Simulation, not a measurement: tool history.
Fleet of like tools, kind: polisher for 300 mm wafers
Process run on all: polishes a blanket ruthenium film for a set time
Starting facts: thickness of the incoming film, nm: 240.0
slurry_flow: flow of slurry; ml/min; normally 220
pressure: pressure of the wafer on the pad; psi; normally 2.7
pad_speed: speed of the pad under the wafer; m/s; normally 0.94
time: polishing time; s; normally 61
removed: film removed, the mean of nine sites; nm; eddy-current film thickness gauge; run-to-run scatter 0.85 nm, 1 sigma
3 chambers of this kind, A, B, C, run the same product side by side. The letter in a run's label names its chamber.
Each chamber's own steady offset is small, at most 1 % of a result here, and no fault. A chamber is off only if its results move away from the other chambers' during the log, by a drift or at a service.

run	day	slurry_flow	pressure	pad_speed	time	wafers polished on this pad	hours since the slurry nozzle was cleaned	hours since the head pressure was calibrated	removed
1B	0.112	220	2.7	0.94	61	241	428.8	195.1	101.35
2C	0.275	220	2.7	0.94	61	1040	52.9	395.9	99.881
3A	0.454	220	2.7	0.94	61	106	85.1	233.3	100.59
4B	0.633	220	2.7	0.94	61	329	441.3	207.6	99.85
5A	0.733	220	2.7	0.94	61	153	91.8	240	101.53
# day 0.8: chamber C: worn pad replaced by a new one
6C	0.871	220	2.7	0.94	61	12	67.2	410.2	100.52
7A	1.038	220	2.7	0.94	61	204	99.1	247.3	102.04
8C	1.129	220	2.7	0.94	61	55	73.4	416.4	101.75
9B	1.242	220	2.7	0.94	61	431	455.9	222.2	102.08
10A	1.4	220	2.7	0.94	61	265	107.8	256	101.09
11B	1.529	220	2.7	0.94	61	479	462.8	229.1	100.97
12C	1.65	220	2.7	0.94	61	143	85.9	428.9	100.08
13A	1.75	220	2.7	1.14	61	324	116.2	264.4	121.13
14B	1.908	220	2.7	1.14	61	543	471.9	238.2	119.73
15C	2.033	220	2.7	1.14	61	207	95.1	438.1	124.21
# day 2.038: chamber B: slurry nozzle cleaned
16A	2.167	220	2.7	0.94	61	394	126.2	274.4	101.64
17C	2.329	220	2.7	0.94	61	257	102.2	445.2	100.59
18B	2.492	220	2.7	0.94	61	641	10.9	252.2	96.5
19B	2.608	220	3	0.94	61	661	13.7	255	106.68
20A	2.762	220	3	0.94	61	495	140.5	288.7	110.99
21C	2.883	220	3	0.94	61	350	115.5	458.5	111.97
22C	2.971	220	2.7	0.94	61	365	117.6	460.6	100.27
23B	3.088	220	2.7	0.7	76	741	25.2	266.5	88.188
24A	3.2	220	2.7	0.7	76	568	151	299.2	92.208
25B	3.371	220	2.7	0.7	76	789	32	273.3	86.767
26A	3.475	220	2.7	0.94	61	614	157.6	305.8	100.85
27C	3.642	220	2.7	0.94	61	478	133.7	476.7	100.68
28B	3.742	220	2.7	0.94	61	852	40.9	282.2	91.593

All 3 chambers run these settings next. Forecast each chamber's results:
29A	3.871	260	2.7	0.94	61				?
29B	3.871	260	2.7	0.94	61				?
29C	3.871	260	2.7	0.94	61				?

run	removed
29A	102.9
29B	91.879
29C	101.71

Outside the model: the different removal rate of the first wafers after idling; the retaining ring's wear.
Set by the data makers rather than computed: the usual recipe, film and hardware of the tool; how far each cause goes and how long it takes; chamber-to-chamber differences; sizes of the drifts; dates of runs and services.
